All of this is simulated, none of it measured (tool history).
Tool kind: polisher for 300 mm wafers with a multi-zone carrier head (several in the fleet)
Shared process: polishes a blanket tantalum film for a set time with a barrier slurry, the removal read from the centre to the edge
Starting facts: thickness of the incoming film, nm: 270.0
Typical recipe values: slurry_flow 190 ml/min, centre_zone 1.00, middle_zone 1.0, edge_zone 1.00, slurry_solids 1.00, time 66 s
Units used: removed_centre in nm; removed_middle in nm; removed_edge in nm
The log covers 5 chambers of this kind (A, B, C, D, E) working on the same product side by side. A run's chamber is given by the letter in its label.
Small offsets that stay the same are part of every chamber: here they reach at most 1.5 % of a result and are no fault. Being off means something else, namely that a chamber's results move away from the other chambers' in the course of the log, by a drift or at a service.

run,day,slurry_flow,centre_zone,middle_zone,edge_zone,slurry_solids,time,wafers polished on this pad,hours since the slurry nozzle was cleaned,hours since the centre zone pressure was calibrated,hours since the edge zone pressure was calibrated,removed_centre,removed_middle,removed_edge
1C,0.312,190,1.00,1.0,1.00,1.00,66,758,133.4,694.5,39.6,65.967,64.137,63.851
2A,0.725,190,1.00,1.0,1.00,1.00,66,727,228.7,35.9,766.5,64.725,63.592,63.336
3B,0.954,190,1.00,1.0,1.00,1.00,66,388,111.4,358.4,250.3,64.374,65.060,64.629
4D,1.267,190,1.00,1.0,1.00,1.00,66,837,265.5,83.2,140.3,64.261,64.680,64.720
# day 1.342: chamber C: worn pad replaced by a new one
# day 1.429: chamber A: worn pad replaced by a new one
5E,1.458,190,1.00,1.0,1.00,1.00,66,698,138.7,634.5,402.8,63.626,64.960,65.003
6E,1.783,190,1.00,1.0,1.00,1.00,66,751,146.5,642.3,410.6,62.658,64.389,66.227
7D,2.129,190,1.00,1.0,1.00,1.00,66,978,286.2,103.9,161.0,64.109,64.388,64.920
8C,2.429,190,1.00,1.0,1.00,1.00,66,178,184.2,745.3,90.4,66.427,65.883,63.845
# day 2.562: chamber C: centre zone pressure recalibrated
# day 2.775: chamber E: worn pad replaced by a new one
9B,2.833,190,1.00,1.0,1.00,1.00,66,695,156.5,403.5,295.4,63.997,64.245,65.639
# day 3.221: chamber B: worn pad replaced by a new one
10A,3.225,190,1.00,1.0,1.00,1.00,66,293,288.7,95.9,826.5,63.874,63.571,63.839
# day 3.379: chamber E: edge zone pressure recalibrated
11E,3.421,190,1.00,1.0,1.00,1.00,66,105,185.8,681.6,1.1,64.458,64.636,66.944
12A,3.792,190,1.00,1.0,1.00,1.00,66,386,302.3,109.5,840.1,64.676,63.702,63.183
# day 3.850: chamber A: edge zone pressure recalibrated
13C,4.129,190,1.00,1.0,1.00,0.85,78,455,225.0,37.6,131.2,74.594,71.459,74.385
14B,4.504,190,1.00,1.0,1.00,0.85,78,210,196.6,443.6,335.5,74.142,74.301,72.299
15D,4.688,190,1.00,1.0,1.00,0.85,78,1396,347.6,165.3,222.4,70.204,70.464,69.504
16C,4.954,190,1.00,1.0,1.00,0.85,78,590,244.8,57.4,151.0,71.873,72.273,73.546
17B,5.254,190,1.00,1.0,1.00,0.85,78,332,214.6,461.6,353.5,71.812,72.069,73.052
18D,5.542,235,1.00,1.0,1.00,1.00,66,1536,368.1,185.8,242.9,64.093,63.698,62.484
# day 5.758: chamber A: worn pad replaced by a new one
19A,5.912,235,1.00,1.0,1.00,1.00,66,25,353.2,160.4,49.6,67.753,66.008,65.518
20E,6.125,235,1.00,1.0,1.00,1.00,66,547,250.7,746.5,66.0,66.543,67.132,66.673
21D,6.442,235,1.00,1.0,1.00,1.00,66,1683,389.7,207.4,264.5,63.944,62.613,61.753
22A,6.671,235,1.00,1.0,1.00,1.00,66,149,371.4,178.6,67.8,66.989,67.317,65.337
# day 6.779: chamber C: worn pad replaced by a new one
23E,6.921,190,1.00,1.0,1.00,1.00,66,677,269.8,765.6,85.1,64.398,64.040,65.799
24B,7.167,190,1.00,0.9,1.07,1.00,66,645,260.5,507.5,399.4,64.706,59.386,67.834
# day 7.279: chamber B: worn pad replaced by a new one
25C,7.575,190,1.00,0.9,1.07,1.00,66,130,307.7,120.3,213.9,65.384,57.639,67.049
26E,7.883,190,1.00,0.9,1.07,1.00,66,834,292.9,788.7,108.2,64.822,58.937,66.400
# day 8.088: chamber B: edge zone pressure recalibrated
27A,8.292,190,1.00,0.9,1.07,1.00,66,414,410.3,217.5,106.7,64.737,59.113,66.673
28B,8.512,190,1.00,0.9,1.07,1.00,66,201,292.8,539.8,10.3,64.641,59.127,67.277
# day 8.629: chamber E: worn pad replaced by a new one
29D,8.733,190,1.00,1.0,1.00,1.00,66,2057,444.7,262.4,319.5,59.138,59.652,59.368
30C,8.975,190,0.93,1.0,1.00,1.00,66,359,341.3,153.9,247.5,59.736,64.581,64.545
31E,9.267,190,0.93,1.0,1.00,1.00,66,104,326.1,821.9,141.4,58.072,65.871,64.621
32B,9.612,190,0.93,1.0,1.00,1.00,66,381,319.2,566.2,36.7,59.642,65.869,65.798
33C,10.008,190,0.93,1.0,1.00,1.00,66,527,366.1,178.7,272.3,58.364,63.716,64.864

Which is it: a chamber that has drifted or been left off by a service, a gauge drift common to all chambers, or only each chamber's usual small offset? If a chamber is off, name it and its likeliest cause.

Little by little, chamber D moves away from the other chambers.
Likeliest cause: removal rate lost through wear of the pad, % = 10.6.
It could be hard to tell apart here from: slurry flow missing at the pad, %.

Chamber D could run next with any of the 4 candidate recipes listed below; each alters the usual settings, and their results appear as question marks. Which one brings its results back in line with what the other chambers deliver on the usual settings?
Counts as in line when no further than this from what the other chambers average on the usual settings: removed_centre 2.900 nm; removed_middle 2.100 nm; removed_edge 2.300 nm
34D-1,10.308,185,1.01,1.00,0.98,0.95,55,,,,,?,?,?
34D-2,10.308,190,1.00,1.00,1.01,1.00,73,,,,,?,?,?
34D-3,10.308,190,1.00,1.00,0.99,1.00,59,,,,,?,?,?
34D-4,10.308,195,1.00,0.99,1.02,1.05,79,,,,,?,?,?

What the other chambers average on the usual settings: removed_centre 64.702 nm; removed_middle 64.709 nm; removed_edge 64.768 nm
run,removed_centre,removed_middle,removed_edge
34D-1,47.782,47.404,46.355
34D-2,63.985,64.140,63.664
34D-3,51.714,51.841,50.909
34D-4,70.514,70.003,70.440
The right change is 34D-2: it brings the chamber back within the allowed miss of the others.
